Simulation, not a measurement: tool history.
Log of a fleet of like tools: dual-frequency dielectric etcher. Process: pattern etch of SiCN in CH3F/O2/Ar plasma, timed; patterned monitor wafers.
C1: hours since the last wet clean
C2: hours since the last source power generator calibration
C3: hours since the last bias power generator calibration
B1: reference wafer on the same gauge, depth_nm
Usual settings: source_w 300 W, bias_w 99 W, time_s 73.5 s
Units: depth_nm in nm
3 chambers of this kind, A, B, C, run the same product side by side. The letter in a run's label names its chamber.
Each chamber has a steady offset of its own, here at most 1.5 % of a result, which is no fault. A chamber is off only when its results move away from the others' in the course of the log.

run 1B hour=9.9 | source_w=300 bias_w=99 time_s=73.5 | C1=394.9 C2=2291.7 C3=3688.7 | B1=31.911 | depth_nm=27.977
run 2A hour=17.2 | source_w=300 bias_w=99 time_s=73.5 | C1=441.9 C2=837.9 C3=4069.1 | B1=31.91 | depth_nm=28.026
run 3C hour=32.5 | source_w=300 bias_w=99 time_s=73.5 | C1=130.5 C2=1094.6 C3=968.9 | B1=31.936 | depth_nm=27.561
run 4A hour=46.7 | source_w=300 bias_w=99 time_s=73.5 | C1=471.4 C2=867.4 C3=4098.6 | B1=31.928 | depth_nm=27.987
run 5C hour=62 | source_w=300 bias_w=99 time_s=73.5 | C1=160 C2=1124.1 C3=998.4 | B1=31.965 | depth_nm=27.604
run 6B hour=71.8 | source_w=300 bias_w=99 time_s=73.5 | C1=456.8 C2=2353.6 C3=3750.6 | B1=31.949 | depth_nm=28.038
run 7C hour=84.1 | source_w=300 bias_w=99 time_s=73.5 | C1=182.1 C2=1146.2 C3=1020.5 | B1=31.962 | depth_nm=27.567
-- hour=92.6 chamber B: wet clean of the chamber
run 8A hour=96.3 | source_w=300 bias_w=99 time_s=73.5 | C1=521 C2=917 C3=4148.2 | B1=31.997 | depth_nm=28.144
run 9B hour=107.6 | source_w=300 bias_w=99 time_s=73.5 | C1=15.1 C2=2389.4 C3=3786.4 | B1=31.985 | depth_nm=28.063
run 10C hour=119.5 | source_w=370 bias_w=99 time_s=73.5 | C1=217.5 C2=1181.6 C3=1055.9 | B1=32.009 | depth_nm=29.931
run 11B hour=127.5 | source_w=370 bias_w=99 time_s=73.5 | C1=35 C2=2409.3 C3=3806.3 | B1=32 | depth_nm=30.37
run 12A hour=139.6 | source_w=370 bias_w=99 time_s=73.5 | C1=564.3 C2=960.3 C3=4191.5 | B1=32.039 | depth_nm=30.473
run 13C hour=153.8 | source_w=300 bias_w=99 time_s=73.5 | C1=251.8 C2=1215.9 C3=1090.2 | B1=32.033 | depth_nm=27.685
run 14B hour=166.3 | source_w=300 bias_w=99 time_s=73.5 | C1=73.8 C2=2448.1 C3=3845.1 | B1=32.038 | depth_nm=28.128
run 15A hour=178.1 | source_w=300 bias_w=99 time_s=73.5 | C1=602.8 C2=998.8 C3=4230 | B1=32.05 | depth_nm=28.193
run 16C hour=185.9 | source_w=300 bias_w=121 time_s=94 | C1=283.9 C2=1248 C3=1122.3 | B1=32.066 | depth_nm=38.228
run 17A hour=195.8 | source_w=300 bias_w=121 time_s=94 | C1=620.5 C2=1016.5 C3=4247.7 | B1=32.064 | depth_nm=39.007
run 18B hour=209.5 | source_w=300 bias_w=121 time_s=94 | C1=117 C2=2491.3 C3=3888.3 | B1=32.071 | depth_nm=38.885
run 19C hour=216.9 | source_w=300 bias_w=99 time_s=73.5 | C1=314.9 C2=1279 C3=1153.3 | B1=32.075 | depth_nm=27.67
run 20B hour=230.3 | source_w=300 bias_w=99 time_s=73.5 | C1=137.8 C2=2512.1 C3=3909.1 | B1=32.103 | depth_nm=28.136

Next, every chamber runs the same settings. What will each give?
run 21A hour=241.7 | source_w=300 bias_w=99 time_s=61 | depth_nm=?
run 21B hour=241.7 | source_w=300 bias_w=99 time_s=61 | depth_nm=?
run 21C hour=241.7 | source_w=300 bias_w=99 time_s=61 | depth_nm=?

run=21A depth_nm=23.393
run=21B depth_nm=23.33
run=21C depth_nm=22.966
